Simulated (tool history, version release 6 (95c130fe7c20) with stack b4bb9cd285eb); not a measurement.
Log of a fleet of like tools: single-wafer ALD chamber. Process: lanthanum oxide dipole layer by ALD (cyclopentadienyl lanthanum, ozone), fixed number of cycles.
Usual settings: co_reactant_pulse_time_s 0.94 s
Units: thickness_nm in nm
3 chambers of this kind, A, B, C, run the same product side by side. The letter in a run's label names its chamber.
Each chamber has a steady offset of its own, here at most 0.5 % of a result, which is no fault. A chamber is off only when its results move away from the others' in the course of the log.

run	hour	co_reactant_pulse_time_s	read-back reference wafer on the same gauge, thickness_nm	thickness_nm
1A	13.9	0.94	0.52808	0.49162
2B	28.6	0.94	0.52788	0.49237
3C	35.7	0.94	0.5277	0.48879
4A	49.7	0.94	0.52792	0.48972
5C	62	0.94	0.52806	0.48671
6B	74.4	0.94	0.52844	0.49082
7A	89	0.94	0.5281	0.4919
8C	99	0.94	0.52717	0.48783
9B	114.5	0.94	0.52835	0.48914
10A	123.2	0.94	0.52802	0.49197
11B	131.6	0.94	0.52809	0.4921
12C	146.4	0.94	0.52785	0.48588
13C	158.5	0.94	0.52822	0.48651
14A	170.6	0.94	0.5276	0.48684
15B	185.5	0.94	0.52841	0.48875
16A	193.3	0.94	0.52732	0.49156
17B	200.6	0.94	0.52815	0.49034
18C	211.9	0.94	0.52829	0.48812
19C	222	0.94	0.52819	0.4871
20B	237.2	0.94	0.52799	0.49103
21A	250.9	0.94	0.52822	0.48989
22B	265.3	0.82	0.52842	0.46926
23A	275.2	0.82	0.52764	0.46647
24C	288.4	0.82	0.52803	0.46331
25B	303.5	0.94	0.52832	0.49089
26A	312.1	0.94	0.52781	0.48903
27C	327	0.62	0.5285	0.40743
# hour 333.2: chamber C: ozone generator serviced
28B	335.7	0.62	0.52864	0.40927
29A	351	0.62	0.52809	0.41236
30C	363.1	0.94	0.52745	0.48613
31A	370.5	0.94	0.52848	0.48939
32C	383.1	0.94	0.52841	0.48743
33B	393.3	0.94	0.52804	0.49248
34B	401.5	0.94	0.52811	0.49076
35A	416.3	0.94	0.52821	0.4917
36C	426.6	0.94	0.52777	0.48851
37B	435.6	0.94	0.52811	0.49296
38C	447.7	0.94	0.52842	0.48802
39A	459.4	0.94	0.52831	0.48988
40C	470.3	0.94	0.52844	0.48497
41A	481.3	0.94	0.52805	0.49105

All 3 chambers run these settings next. Forecast each chamber's results:
42A	492.9	1.23		?
42B	492.9	1.23		?
42C	492.9	1.23		?

run	thickness_nm
42A	0.52907
42B	0.5295
42C	0.52599
